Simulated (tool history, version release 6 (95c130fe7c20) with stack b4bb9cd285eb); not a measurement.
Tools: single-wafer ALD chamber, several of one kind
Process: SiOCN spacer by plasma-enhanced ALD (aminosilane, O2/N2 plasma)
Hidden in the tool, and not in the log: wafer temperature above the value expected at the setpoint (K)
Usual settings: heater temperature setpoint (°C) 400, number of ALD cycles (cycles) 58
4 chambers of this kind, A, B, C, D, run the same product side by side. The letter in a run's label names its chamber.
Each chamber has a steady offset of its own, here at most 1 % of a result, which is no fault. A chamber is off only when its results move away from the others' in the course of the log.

run,day,heater temperature setpoint (°C),number of ALD cycles (cycles),hours since the last thermocouple change,"read-back reference wafer on the same gauge, thickness_nm",mean film thickness on the monitor wafer (nm)
1C,0.138,400,58,856.1,3.589,3.5101
2B,0.346,400,58,235.5,3.5877,3.5026
3D,0.533,400,58,2876.6,3.5883,3.517
4A,0.738,400,58,397.2,3.5874,3.4676
5A,0.962,400,58,402.6,3.5849,3.4761
6D,1.162,400,51,2891.7,3.5862,3.0911
7B,1.288,400,51,258.1,3.5842,3.0752
8C,1.408,400,51,886.6,3.5837,3.0777
9C,1.629,400,51,891.9,3.5819,3.0621
# day 1.779: chamber D: thermocouple changed; heater temperature recalibrated
10D,1.829,400,58,1.2,3.5816,3.5126
11A,1.958,400,58,426.5,3.5812,3.4618
12B,2.133,400,58,278.4,3.5811,3.4869
13D,2.358,400,58,13.9,3.5783,3.5164
14A,2.554,400,58,440.8,3.58,3.4579
15B,2.671,400,58,291.3,3.5783,3.4837
16C,2.804,400,48,920.1,3.5774,2.8782
17D,3.029,400,48,30,3.5764,2.9024
18A,3.192,400,48,456.1,3.5762,2.8626
19B,3.404,400,48,308.9,3.5733,2.8834
20C,3.612,400,58,939.5,3.5735,3.4829
21C,3.788,400,58,943.7,3.572,3.4819
22B,3.929,394,47,321.5,3.5728,2.8166
23D,4.142,394,47,56.7,3.5708,2.8387
24A,4.312,394,47,483,3.5711,2.7996
25A,4.462,394,47,486.6,3.5715,2.8038

All 4 chambers run these settings next. Forecast each chamber's results:
26A,4.629,410,58,,,?
26B,4.629,410,58,,,?
26C,4.629,410,58,,,?
26D,4.629,410,58,,,?

run,mean film thickness on the monitor wafer (nm)
26A,3.3562
26B,3.374
26C,3.3767
26D,3.3942
